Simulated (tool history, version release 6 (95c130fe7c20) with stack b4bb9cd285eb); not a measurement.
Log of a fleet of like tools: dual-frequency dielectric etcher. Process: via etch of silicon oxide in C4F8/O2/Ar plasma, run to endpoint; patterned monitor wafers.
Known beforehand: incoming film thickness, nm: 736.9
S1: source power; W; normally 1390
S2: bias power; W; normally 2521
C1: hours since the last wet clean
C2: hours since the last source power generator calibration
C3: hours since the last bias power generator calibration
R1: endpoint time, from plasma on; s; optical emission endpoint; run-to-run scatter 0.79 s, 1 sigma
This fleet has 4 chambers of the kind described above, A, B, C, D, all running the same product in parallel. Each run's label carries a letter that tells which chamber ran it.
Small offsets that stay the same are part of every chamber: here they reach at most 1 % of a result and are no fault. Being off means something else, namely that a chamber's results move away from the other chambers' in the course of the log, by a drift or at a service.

Run 1A, day 0.612: usual settings; C1 352.7; C2 1132.2; C3 587.8. Result: R1 157.28 s.
Run 2D, day 1.079: usual settings; C1 86.1; C2 3726.3; C3 2101.4. Result: R1 159.08 s.
At day 1.462: chamber A: wet clean of the chamber.
Run 3B, day 1.650: usual settings; C1 44.8; C2 1560.6; C3 2951.2. Result: R1 157.34 s.
Run 4C, day 2.221: usual settings; C1 425.6; C2 1187.3; C3 326.6. Result: R1 155.85 s.
Run 5C, day 2.729: usual settings; C1 437.8; C2 1199.5; C3 338.8. Result: R1 157.76 s.
Run 6B, day 3.288: usual settings; C1 84.1; C2 1599.9; C3 2990.5. Result: R1 156.98 s.
Run 7A, day 3.796: usual settings; C1 56.1; C2 1208.6; C3 664.2. Result: R1 157.45 s.
Run 8D, day 4.246: usual settings but S1 1610 W; C1 162.1; C2 3802.3; C3 2177.4. Result: R1 148.53 s.
Run 9A, day 4.650: usual settings but S1 1610 W; C1 76.6; C2 1229.1; C3 684.7. Result: R1 148.29 s.
Run 10C, day 5.083: usual settings but S1 1610 W; C1 494.3; C2 1256.0; C3 395.3. Result: R1 147.51 s.
Run 11B, day 5.638: usual settings but S1 1610 W; C1 140.5; C2 1656.3; C3 3046.9. Result: R1 147.05 s.
Run 12D, day 6.079: usual settings; C1 206.1; C2 3846.3; C3 2221.4. Result: R1 158.78 s.
Run 13C, day 6.425: usual settings; C1 526.5; C2 1288.2; C3 427.5. Result: R1 156.10 s.
Run 14B, day 6.754: usual settings; C1 167.3; C2 1683.1; C3 3073.7. Result: R1 156.73 s.
Run 15A, day 7.292: usual settings; C1 140.0; C2 1292.5; C3 748.1. Result: R1 157.89 s.
Run 16D, day 7.642: usual settings; C1 243.6; C2 3883.8; C3 2258.9. Result: R1 157.56 s.
Run 17D, day 8.096: usual settings; C1 254.5; C2 3894.7; C3 2269.8. Result: R1 158.49 s.
Run 18A, day 8.383: usual settings but S1 1240 W, S2 1952 W; C1 166.2; C2 1318.7; C3 774.3. Result: R1 179.03 s.
Run 19B, day 8.942: usual settings but S1 1240 W, S2 1952 W; C1 219.8; C2 1735.6; C3 3126.2. Result: R1 176.16 s.
Run 20C, day 9.538: usual settings but S1 1240 W, S2 1952 W; C1 601.2; C2 1362.9; C3 502.2. Result: R1 174.45 s.
Run 21B, day 9.988: usual settings but S1 1240 W, S2 1952 W; C1 244.9; C2 1760.7; C3 3151.3. Result: R1 176.14 s.
Run 22A, day 10.404: usual settings; C1 214.7; C2 1367.2; C3 822.8. Result: R1 157.91 s.
Run 23C, day 10.754: usual settings; C1 630.4; C2 1392.1; C3 531.4. Result: R1 154.54 s.
Run 24D, day 11.096: usual settings; C1 326.5; C2 3966.7; C3 2341.8. Result: R1 155.82 s.
Run 25C, day 11.412: usual settings; C1 646.2; C2 1407.9; C3 547.2. Result: R1 154.03 s.
Run 26B, day 12.054: usual settings; C1 294.5; C2 1810.3; C3 3200.9. Result: R1 154.71 s.
Run 27D, day 12.483: usual settings; C1 359.8; C2 4000.0; C3 2375.1. Result: R1 158.76 s.
Run 28A, day 13.025: usual settings but S1 1210 W; C1 277.6; C2 1430.1; C3 885.7. Result: R1 165.57 s.
At day 13.083: chamber B: wet clean of the chamber.
Run 29A, day 13.304: usual settings but S1 1210 W; C1 284.3; C2 1436.8; C3 892.4. Result: R1 166.84 s.
Run 30D, day 13.942: usual settings but S1 1210 W; C1 394.8; C2 4035.0; C3 2410.1. Result: R1 166.02 s.
Run 31C, day 14.271: usual settings but S1 1210 W; C1 714.8; C2 1476.5; C3 615.8. Result: R1 158.88 s.
Run 32B, day 14.758: usual settings; C1 40.3; C2 1875.2; C3 3265.8. Result: R1 154.80 s.
At day 15.079: chamber B: source power generator calibrated.
Run 33A, day 15.338: usual settings but S1 1160 W; C1 333.1; C2 1485.6; C3 941.2. Result: R1 169.83 s.
Run 34B, day 15.883: usual settings but S1 1160 W; C1 67.3; C2 19.4; C3 3292.8. Result: R1 167.71 s.
Run 35D, day 16.512: usual settings but S1 1160 W; C1 456.5; C2 4096.7; C3 2471.8. Result: R1 169.58 s.
Run 36C, day 16.954: usual settings but S1 1160 W; C1 779.2; C2 1540.9; C3 680.2. Result: R1 161.28 s.
Run 37B, day 17.438: usual settings; C1 104.6; C2 56.7; C3 3330.1. Result: R1 156.55 s.

Which is it: a chamber that has drifted or been left off by a service, a gauge drift common to all chambers, or only each chamber's usual small offset? If a chamber is off, name it and its likeliest cause.

One chamber, C, drifts off from the rest bit by bit.
Cause: etch rate over this chamber's usual, % = 3.66.

Below are 4 candidate recipes for chamber C's next run, each the usual settings with a change, their results shown as question marks. Which of them brings C's results back in line with what the other chambers give on the usual settings?
In line means no further than this from the other chambers' mean on the usual settings: R1 2.80 s
Run 38C-1, day 17.896: usual settings but S1 1550 W. Result: R1 ?.
Run 38C-2, day 17.896: usual settings but S1 1290 W, S2 2386 W. Result: R1 ?.
Run 38C-3, day 17.896: usual settings but S1 1560 W, S2 2756 W. Result: R1 ?.
Run 38C-4, day 17.896: usual settings but S1 1220 W, S2 2286 W. Result: R1 ?.

On the usual settings, the other chambers give on average: R1 157.41 s
  run      R1
38C-1  144.63
38C-2  157.99
38C-3  140.40
38C-4  163.57
With 38C-2, the chamber falls back in line with the rest.
